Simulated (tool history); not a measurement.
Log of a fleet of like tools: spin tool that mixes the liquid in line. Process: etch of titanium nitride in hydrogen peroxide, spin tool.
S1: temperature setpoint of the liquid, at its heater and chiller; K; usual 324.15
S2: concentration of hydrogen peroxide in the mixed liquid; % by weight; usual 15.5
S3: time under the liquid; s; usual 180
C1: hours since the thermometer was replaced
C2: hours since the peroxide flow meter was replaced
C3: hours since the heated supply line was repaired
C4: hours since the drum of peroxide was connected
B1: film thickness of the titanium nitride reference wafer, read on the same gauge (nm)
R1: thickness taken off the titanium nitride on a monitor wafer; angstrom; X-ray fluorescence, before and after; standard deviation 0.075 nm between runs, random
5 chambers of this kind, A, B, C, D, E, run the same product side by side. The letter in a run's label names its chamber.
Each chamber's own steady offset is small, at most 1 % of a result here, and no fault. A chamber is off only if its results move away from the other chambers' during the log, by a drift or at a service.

run    day      S1    S2   S3      C1      C2      C3     C4      B1      R1
 1C  0.342  324.15  15.5  180   641.2   555.5   823.5  112.2  89.963   75.23
 2A  0.525  324.15  15.5  180  1130.5  1014.2   293.9  917.4  90.003  75.754
 3B  0.779  324.15  15.5  180   203.8   664.5  2102.5  579.7  89.979  75.353
 4D  1.108  324.15  15.5  180   221.1    92.4   368.7  327.7  90.059  74.911
     1.212  -- chamber E: thermometer replaced
 5E  1.425  324.15  15.5  180     5.2   874.5      61  267.5  90.031  74.906
 6B  1.779  324.15  15.5  180   227.8   688.5  2126.5  603.7   90.05  75.488
 7D  2.125  324.15  15.5  180   245.5   116.8   393.1  352.1  90.001  75.346
 8C  2.338  318.65  15.5  240   689.1   603.4   871.4  160.1   90.03  66.511
     2.596  -- chamber C: thermometer replaced
 9A  2.596  318.65  15.5  240  1180.2  1063.9   343.6  967.1  90.017  69.259
10E  2.833  318.65  15.5  240      39   908.3    94.8  301.3  89.988  68.659
11B  3.062  318.65  15.5  240   258.6   719.3  2157.3  634.5  89.955  66.574
12E  3.292  318.65  15.5  240      50   919.3   105.8  312.3  89.984  68.247
13A  3.533  324.15  15.5  180  1202.7  1086.4   366.1  989.6  89.946  77.522
14D  3.858  324.15  15.5  180   287.1   158.4   434.7  393.7  89.951  73.815
15C  4.012  324.15  15.5  180    34.1   643.6   911.6  200.3  89.941   75.94
16E  4.362  324.15  15.5  180    75.7     945   131.5    338  89.989  76.982
17B  4.517  324.15  15.5  180   293.5   754.2  2192.2  669.4  90.008  72.029
18D  4.704  324.15  15.5   80   307.4   178.7     455    414  90.014  33.345
     4.754  -- chamber A: new drum of peroxide connected
19C  4.925  324.15  15.5   80      56   665.5   933.5  222.2  89.986  32.816
20A  5.117  324.15  15.5   80  1240.7  1124.4   404.1    8.7  89.997  33.789
21A  5.462  324.15  15.5   80    1249  1132.7   412.4     17  89.968  34.112
22B  5.746  324.15  15.5   80     323   783.7  2221.7  698.9  89.977  31.688
     5.988  -- chamber D: new drum of peroxide connected
23E      6  324.15  15.5   80     115   984.3   170.8  377.3  89.997  33.649
24D  6.308  324.15  15.5   80   345.9   217.2   493.5    7.7  89.975   33.88
25C  6.471  324.15  15.5   80    93.1   702.6   970.6  259.3  90.038  33.621
26E  6.683  324.15  15.5   80   131.4  1000.7   187.2  393.7   89.98  33.253
27C  6.933  324.15  15.5   80   104.2   713.7   981.7  270.4  89.978  32.957
28D  7.233  324.15  15.5  180   368.1   239.4   515.7   29.9  90.009  75.076
29B  7.417  324.15  15.5  285   363.1   823.8  2261.8    739   90.02   107.9
30A  7.762  324.15  15.5  285  1304.2  1187.9   467.6   72.2  89.988  118.51
31B  8.017  324.15  15.5  285   377.5   838.2  2276.2  753.4  90.024  106.85
32D  8.342  324.15  15.5  285   394.7     266   542.3   56.5  90.018  120.43
33C  8.567  324.15  15.5  285   143.4   752.9  1020.9  309.6  89.944  120.31
34A    8.8  324.15  15.5  180  1329.1  1212.8   492.5   97.1   90.04  75.435
35E  9.096  324.15  15.5  180   189.3  1058.6   245.1  451.6   89.94  76.103
36A  9.333  324.15  15.5  180  1341.9  1225.6   505.3  109.9  89.953  76.375
37E  9.521  324.15  15.5  180   199.5  1068.8   255.3  461.8  89.985  75.851

All chambers now run identical settings, listed one chamber a line with results as question marks. What results will each chamber show?
38A  9.771  324.15  12  180                       ?
38B  9.771  324.15  12  180                       ?
38C  9.771  324.15  12  180                       ?
38D  9.771  324.15  12  180                       ?
38E  9.771  324.15  12  180                       ?

run      R1
38A  70.812
38B  62.053
38C  71.208
38D  72.066
38E  73.432
